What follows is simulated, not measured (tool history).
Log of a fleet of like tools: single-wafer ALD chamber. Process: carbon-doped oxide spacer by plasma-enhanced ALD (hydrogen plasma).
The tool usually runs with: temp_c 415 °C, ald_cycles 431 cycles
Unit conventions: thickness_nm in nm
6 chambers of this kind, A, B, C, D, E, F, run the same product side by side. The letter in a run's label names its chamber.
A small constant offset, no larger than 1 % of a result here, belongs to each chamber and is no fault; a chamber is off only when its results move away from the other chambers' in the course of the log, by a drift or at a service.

| run | hour | temp_c | ald_cycles | hours since the last thermocouple change | read-back reference wafer on the same gauge, thickness_nm | thickness_nm |
|---|---|---|---|---|---|---|
| 1E | 9.4 | 415 | 431 | 1731.2 | 22.226 | 20.515 |
| 2B | 16.6 | 415 | 431 | 38.4 | 22.209 | 20.557 |
| 3C | 23.5 | 415 | 431 | 1579.5 | 22.206 | 20.88 |
| 4D | 31.2 | 415 | 431 | 121.8 | 22.188 | 20.651 |
| 5F | 43.1 | 415 | 431 | 791.4 | 22.218 | 20.677 |
| 6A | 52.1 | 415 | 431 | 741.6 | 22.227 | 20.755 |
| 7B | 62 | 415 | 431 | 83.8 | 22.217 | 20.641 |
| 8D | 74.2 | 415 | 431 | 164.8 | 22.185 | 20.422 |
| 9E | 88.6 | 415 | 431 | 1810.4 | 22.154 | 20.619 |
| 10F | 103.1 | 415 | 431 | 851.4 | 22.204 | 20.757 |
| 11A | 116.7 | 415 | 431 | 806.2 | 22.203 | 20.783 |
| 12C | 123.6 | 405 | 401 | 1679.6 | 22.202 | 19.95 |
| 13A | 135 | 405 | 401 | 824.5 | 22.197 | 19.906 |
| 14B | 143.7 | 405 | 401 | 165.5 | 22.205 | 19.797 |
| 15E | 151.2 | 405 | 401 | 1873 | 22.204 | 19.934 |
| 16C | 160.1 | 405 | 401 | 1716.1 | 22.188 | 19.73 |
| 17F | 168.5 | 405 | 401 | 916.8 | 22.201 | 19.895 |
| 18D | 176.6 | 415 | 431 | 267.2 | 22.188 | 20.401 |
| 19B | 186.5 | 415 | 431 | 208.3 | 22.184 | 20.675 |
| 20D | 194.1 | 410 | 391 | 284.7 | 22.173 | 18.836 |
| 21E | 202.1 | 410 | 391 | 1923.9 | 22.184 | 19.023 |
| 22C | 210.9 | 410 | 391 | 1766.9 | 22.19 | 18.931 |
| 23F | 221.1 | 410 | 391 | 969.4 | 22.184 | 18.902 |
| 24A | 228.4 | 410 | 391 | 917.9 | 22.187 | 19.081 |
| 25F | 240.8 | 410 | 391 | 989.1 | 22.218 | 19.057 |
| 26A | 254.3 | 415 | 431 | 943.8 | 22.198 | 20.553 |
| 27B | 264.5 | 415 | 431 | 286.3 | 22.166 | 20.966 |
| 28E | 271.7 | 415 | 431 | 1993.5 | 22.223 | 20.617 |
| 29D | 283.7 | 415 | 431 | 374.3 | 22.202 | 20.416 |
| 30C | 293.9 | 415 | 431 | 1849.9 | 22.185 | 20.695 |
| 31D | 308.1 | 415 | 431 | 398.7 | 22.212 | 20.4 |
| 32A | 320.6 | 415 | 431 | 1010.1 | 22.165 | 20.709 |
| 33C | 332.2 | 415 | 431 | 1888.2 | 22.212 | 20.36 |
| 34E | 342 | 415 | 431 | 2063.8 | 22.178 | 20.594 |
| 35F | 352.4 | 415 | 431 | 1100.7 | 22.168 | 20.675 |
| 36B | 361.8 | 415 | 431 | 383.6 | 22.229 | 20.788 |

Read the log: is a single chamber off, either drifting away or since a service, is the gauge that measures every chamber drifting, or is nothing wrong beyond small per-chamber offsets? Name any odd chamber and what most likely caused it.

No chamber stands off beyond its own small offset, and the gauge holds steady.
